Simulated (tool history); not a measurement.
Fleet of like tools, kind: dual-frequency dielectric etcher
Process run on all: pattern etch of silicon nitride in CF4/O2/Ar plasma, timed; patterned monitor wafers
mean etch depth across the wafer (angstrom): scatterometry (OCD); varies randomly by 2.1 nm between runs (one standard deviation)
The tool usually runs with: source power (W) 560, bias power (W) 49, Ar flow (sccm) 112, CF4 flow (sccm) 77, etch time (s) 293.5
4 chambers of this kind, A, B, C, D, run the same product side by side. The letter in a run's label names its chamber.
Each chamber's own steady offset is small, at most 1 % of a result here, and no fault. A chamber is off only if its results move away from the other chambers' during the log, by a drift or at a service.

| run | hour | source power (W) | bias power (W) | Ar flow (sccm) | CF4 flow (sccm) | etch time (s) | read-back reference wafer on the same gauge, depth_nm | mean etch depth across the wafer (angstrom) |
|---|---|---|---|---|---|---|---|---|
| 1D | 5.8 | 560 | 49 | 112 | 77 | 293.5 | 519.33 | 5857.8 |
|  | 11.6 | chamber B: Ar flow controller replaced |
| 2C | 14.2 | 560 | 49 | 112 | 77 | 293.5 | 518.83 | 5787.5 |
| 3B | 25.0 | 560 | 49 | 112 | 77 | 293.5 | 519.11 | 5861.1 |
| 4A | 30.3 | 560 | 49 | 112 | 77 | 293.5 | 519.40 | 5832.4 |
|  | 33.3 | chamber B: source power generator calibrated |
| 5C | 35.1 | 560 | 49 | 112 | 77 | 293.5 | 518.90 | 5808.5 |
| 6B | 41.8 | 560 | 49 | 112 | 77 | 293.5 | 518.96 | 5843.6 |
| 7D | 47.3 | 560 | 49 | 112 | 77 | 293.5 | 518.88 | 5883.8 |
| 8A | 54.8 | 560 | 49 | 112 | 77 | 293.5 | 519.18 | 5849.1 |
| 9A | 64.0 | 560 | 49 | 112 | 77 | 293.5 | 518.72 | 5822.3 |
| 10C | 69.8 | 560 | 49 | 112 | 77 | 293.5 | 519.16 | 5766.0 |
| 11D | 76.2 | 560 | 49 | 112 | 77 | 293.5 | 519.38 | 5865.5 |
| 12B | 83.1 | 560 | 49 | 112 | 77 | 293.5 | 519.25 | 5856.1 |
| 13B | 88.4 | 560 | 49 | 112 | 77 | 293.5 | 519.03 | 5811.4 |
| 14A | 95.8 | 560 | 49 | 112 | 77 | 293.5 | 519.15 | 5861.1 |
| 15D | 100.6 | 560 | 49 | 137 | 77 | 293.5 | 518.57 | 5722.3 |
| 16C | 107.7 | 560 | 49 | 137 | 77 | 293.5 | 518.83 | 5555.7 |
| 17D | 118.3 | 560 | 49 | 137 | 77 | 293.5 | 519.34 | 5711.9 |
| 18B | 127.1 | 560 | 49 | 137 | 77 | 293.5 | 519.24 | 5712.6 |
| 19A | 137.7 | 560 | 49 | 112 | 77 | 293.5 | 518.78 | 5858.1 |
| 20C | 147.3 | 560 | 49 | 112 | 77 | 293.5 | 519.18 | 5682.5 |
| 21A | 154.8 | 560 | 49 | 112 | 77 | 241.5 | 519.37 | 4831.8 |
| 22D | 164.8 | 560 | 49 | 112 | 77 | 241.5 | 519.03 | 4808.3 |
|  | 168.0 | chamber C: wet clean of the chamber |
| 23B | 174.1 | 560 | 49 | 112 | 77 | 241.5 | 519.42 | 4855.0 |
| 24C | 182.5 | 560 | 49 | 112 | 77 | 241.5 | 518.46 | 4611.2 |
| 25C | 189.2 | 450 | 41 | 112 | 77 | 293.5 | 519.14 | 4328.5 |
|  | 192.9 | chamber A: wet clean of the chamber |
| 26A | 199.7 | 450 | 41 | 112 | 77 | 293.5 | 518.78 | 4512.5 |

One chamber off, gauge drift, or nothing amiss beyond the chambers' own small offsets? If it is a chamber, which one, and what is the likeliest cause?

Chamber C drifts away from the others.
Cause: source power that arrives under what is set, % = 4.67.

Below are 4 candidate recipes for chamber C's next run, each the usual settings with a change, their results shown as question marks. Which of them brings C's results back in line with what the other chambers give on the usual settings?
Allowed miss from the other chambers' usual-settings mean, per result, to count as in line: mean etch depth across the wafer (angstrom) 72.0
| 27C-1 | 207.4 | 560 | 48 | 112 | 76 | 270.5 |  | ? |
| 27C-2 | 207.4 | 580 | 49 | 111 | 77 | 310.0 |  | ? |
| 27C-3 | 207.4 | 550 | 49 | 112 | 77 | 284.0 |  | ? |
| 27C-4 | 207.4 | 570 | 49 | 112 | 77 | 304.0 |  | ? |

Average result of the remaining chambers running the usual settings: mean etch depth across the wafer (angstrom) 5855.9
| run | mean etch depth across the wafer (angstrom) |
|---|---|
| 27C-1 | 5073.5 |
| 27C-2 | 6057.0 |
| 27C-3 | 5297.0 |
| 27C-4 | 5845.1 |
Change 27C-4 lands the chamber within the allowed miss of the other chambers.
